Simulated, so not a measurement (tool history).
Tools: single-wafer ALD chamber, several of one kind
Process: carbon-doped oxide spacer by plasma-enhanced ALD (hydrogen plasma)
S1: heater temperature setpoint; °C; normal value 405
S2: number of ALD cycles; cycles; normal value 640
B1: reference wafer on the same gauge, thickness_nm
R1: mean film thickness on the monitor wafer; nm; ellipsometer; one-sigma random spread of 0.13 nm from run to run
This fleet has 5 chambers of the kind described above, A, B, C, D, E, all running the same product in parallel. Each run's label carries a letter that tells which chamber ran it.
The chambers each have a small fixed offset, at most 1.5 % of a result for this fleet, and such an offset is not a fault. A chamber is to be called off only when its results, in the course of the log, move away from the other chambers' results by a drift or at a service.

Run 1C, hour 8.3: usual settings; B1 33.627. Result: R1 31.708 nm.
Run 2A, hour 14.1: usual settings; B1 33.634. Result: R1 31.815 nm.
Run 3E, hour 22.6: usual settings; B1 33.633. Result: R1 31.814 nm.
Run 4D, hour 31.7: usual settings; B1 33.603. Result: R1 31.312 nm.
Run 5B, hour 38.8: usual settings; B1 33.613. Result: R1 31.392 nm.
Run 6D, hour 48.3: usual settings; B1 33.622. Result: R1 30.883 nm.
Run 7E, hour 56.8: usual settings; B1 33.612. Result: R1 31.818 nm.
Run 8B, hour 63.3: usual settings but S1 419 °C, S2 688 cycles; B1 33.602. Result: R1 32.390 nm.
Run 9C, hour 68.9: usual settings but S1 419 °C, S2 688 cycles; B1 33.573. Result: R1 32.939 nm.
Run 10A, hour 73.7: usual settings but S1 419 °C, S2 688 cycles; B1 33.586. Result: R1 32.453 nm.
Run 11E, hour 79.6: usual settings but S1 419 °C, S2 688 cycles; B1 33.593. Result: R1 32.424 nm.
Run 12A, hour 86.0: usual settings but S1 419 °C, S2 688 cycles; B1 33.618. Result: R1 32.625 nm.
Run 13B, hour 94.2: usual settings; B1 33.608. Result: R1 31.369 nm.
Run 14D, hour 104.3: usual settings; B1 33.591. Result: R1 31.380 nm.
Run 15C, hour 109.4: usual settings; B1 33.583. Result: R1 31.697 nm.
Run 16A, hour 116.0: usual settings; B1 33.579. Result: R1 31.690 nm.
Run 17B, hour 122.9: usual settings but S1 399 °C, S2 761 cycles; B1 33.618. Result: R1 37.737 nm.
Run 18D, hour 133.1: usual settings but S1 399 °C, S2 761 cycles; B1 33.612. Result: R1 37.578 nm.
Run 19E, hour 143.4: usual settings but S1 399 °C, S2 761 cycles; B1 33.616. Result: R1 38.159 nm.
Run 20C, hour 151.9: usual settings but S1 399 °C, S2 761 cycles; B1 33.582. Result: R1 38.673 nm.
Run 21D, hour 157.8: usual settings but S1 399 °C, S2 761 cycles; B1 33.609. Result: R1 37.745 nm.
Run 22A, hour 167.4: usual settings but S1 396 °C; B1 33.568. Result: R1 32.075 nm.
At hour 171.1: chamber B: thermocouple changed; heater temperature recalibrated.
Run 23C, hour 176.9: usual settings but S1 396 °C; B1 33.591. Result: R1 32.546 nm.
Run 24B, hour 181.5: usual settings but S1 396 °C; B1 33.586. Result: R1 31.755 nm.
Run 25E, hour 189.8: usual settings but S1 396 °C; B1 33.625. Result: R1 32.090 nm.
Run 26C, hour 197.1: usual settings but S1 396 °C; B1 33.606. Result: R1 32.576 nm.
Run 27B, hour 204.4: usual settings; B1 33.563. Result: R1 31.331 nm.
Run 28D, hour 214.1: usual settings; B1 33.571. Result: R1 31.338 nm.
Run 29E, hour 222.8: usual settings; B1 33.576. Result: R1 31.652 nm.
Run 30A, hour 230.6: usual settings; B1 33.595. Result: R1 31.807 nm.
Run 31B, hour 240.2: usual settings; B1 33.607. Result: R1 31.460 nm.
Run 32D, hour 245.2: usual settings; B1 33.608. Result: R1 31.216 nm.
Run 33C, hour 253.8: usual settings; B1 33.607. Result: R1 31.904 nm.
Run 34E, hour 263.2: usual settings; B1 33.576. Result: R1 31.778 nm.
Run 35A, hour 268.5: usual settings; B1 33.596. Result: R1 31.568 nm.
Run 36B, hour 273.1: usual settings; B1 33.627. Result: R1 31.304 nm.
Run 37C, hour 280.8: usual settings; B1 33.572. Result: R1 31.881 nm.
Run 38A, hour 288.7: usual settings but S2 743 cycles; B1 33.581. Result: R1 36.739 nm.

Decide between three cases: one chamber stands off from its peers, the gauge reading all wafers drifts, or nothing is wrong past each chamber's small offset. Where a chamber is off, say which and what most likely put it there.

No chamber is off and the gauge is stable; the differences are just each chamber's small, constant offset.
